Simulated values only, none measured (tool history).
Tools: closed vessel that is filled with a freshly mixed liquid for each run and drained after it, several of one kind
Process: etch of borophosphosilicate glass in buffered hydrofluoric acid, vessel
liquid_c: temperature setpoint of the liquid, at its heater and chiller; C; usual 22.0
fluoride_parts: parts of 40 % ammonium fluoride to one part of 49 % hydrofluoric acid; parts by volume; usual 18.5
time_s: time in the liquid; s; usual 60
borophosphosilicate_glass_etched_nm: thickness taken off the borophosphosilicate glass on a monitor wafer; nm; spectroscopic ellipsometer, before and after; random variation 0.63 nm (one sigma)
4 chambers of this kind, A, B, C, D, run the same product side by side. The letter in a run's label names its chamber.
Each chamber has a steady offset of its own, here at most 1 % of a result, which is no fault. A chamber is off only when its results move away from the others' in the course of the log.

run	hour	liquid_c	fluoride_parts	time_s	hours since the thermometer was replaced	hours since the hydrofluoric acid flow meter was replaced	read-back film thickness of the borophosphosilicate glass reference wafer, read on the same gauge (nm)	borophosphosilicate_glass_etched_nm
1B	5.2	22.0	18.5	60	631.4	1241.8	129.95	80.495
2D	8.7	22.0	18.5	60	2195.6	851.5	129.99	81.688
3C	13.2	22.0	18.5	60	1218.5	1381.6	130.02	81.286
4A	20.1	22.0	18.5	60	400.8	1332.0	129.98	79.417
5C	26.5	22.0	18.5	60	1231.8	1394.9	129.97	81.675
6D	32.7	22.0	18.5	60	2219.6	875.5	129.96	81.986
7B	36.3	25.5	18.5	60	662.5	1272.9	129.95	97.034
8A	42.0	25.5	18.5	60	422.7	1353.9	130.02	98.459
9A	46.9	25.5	18.5	60	427.6	1358.8	130.02	96.317
10D	51.2	25.5	18.5	60	2238.1	894.0	129.99	99.057
11B	54.9	22.0	18.5	60	681.1	1291.5	130.02	79.568
12C	60.8	22.0	18.5	60	1266.1	1429.2	130.01	79.871
13B	65.9	26.5	18.5	60	692.1	1302.5	129.98	103.370
14A	70.8	26.5	18.5	60	451.5	1382.7	130.00	103.210
15C	77.0	26.5	18.5	60	1282.3	1445.4	130.01	102.490
16D	81.2	26.5	18.5	60	2268.1	924.0	129.99	104.840
17B	86.1	22.0	18.5	75	712.3	1322.7	130.03	101.280
# hour 92.0: chamber D: hydrofluoric acid flow meter replaced
18C	92.6	22.0	18.5	75	1297.9	1461.0	130.01	101.210
19D	98.2	22.0	18.5	75	2285.1	6.2	130.00	100.720
20A	105.4	22.0	18.5	75	486.1	1417.3	129.98	102.190
21C	112.8	22.0	18.5	60	1318.1	1481.2	129.98	81.152
22A	119.6	22.0	18.5	60	500.3	1431.5	129.97	80.446
23D	124.2	20.5	18.5	60	2311.1	32.2	129.95	75.083
24B	128.0	20.5	18.5	60	754.2	1364.6	130.02	75.828
25C	135.3	20.5	18.5	60	1340.6	1503.7	130.00	74.322
26B	140.9	20.5	18.5	60	767.1	1377.5	130.00	77.263
27D	144.7	22.0	18.5	70	2331.6	52.7	130.00	96.024
28A	149.6	22.0	18.5	70	530.3	1461.5	129.97	93.408
29D	155.2	22.0	18.5	70	2342.1	63.2	130.05	95.589
30A	162.7	22.0	18.5	70	543.4	1474.6	129.94	94.930
31B	168.0	22.0	18.5	60	794.2	1404.6	129.99	83.896
32C	174.6	22.0	18.5	60	1379.9	1543.0	130.01	80.155
33C	180.7	22.0	18.5	60	1386.0	1549.1	130.04	80.539
34B	188.5	22.0	18.5	60	814.7	1425.1	129.96	85.082
35D	192.1	20.0	18.5	40	2379.0	100.1	130.01	48.572
36A	197.7	20.0	18.5	40	578.4	1509.6	130.03	48.164
37C	202.0	20.0	18.5	40	1407.3	1570.4	130.01	49.248
38D	207.9	20.0	18.5	40	2394.8	115.9	130.04	48.425
39B	214.0	27.0	18.5	30	840.2	1450.6	130.01	56.639

All 4 chambers run these settings next. Forecast each chamber's results:
40A	219.6	20.5	18.5	60				?
40B	219.6	20.5	18.5	60				?
40C	219.6	20.5	18.5	60				?
40D	219.6	20.5	18.5	60				?

run	borophosphosilicate_glass_etched_nm
40A	73.827
40B	79.503
40C	74.277
40D	74.695
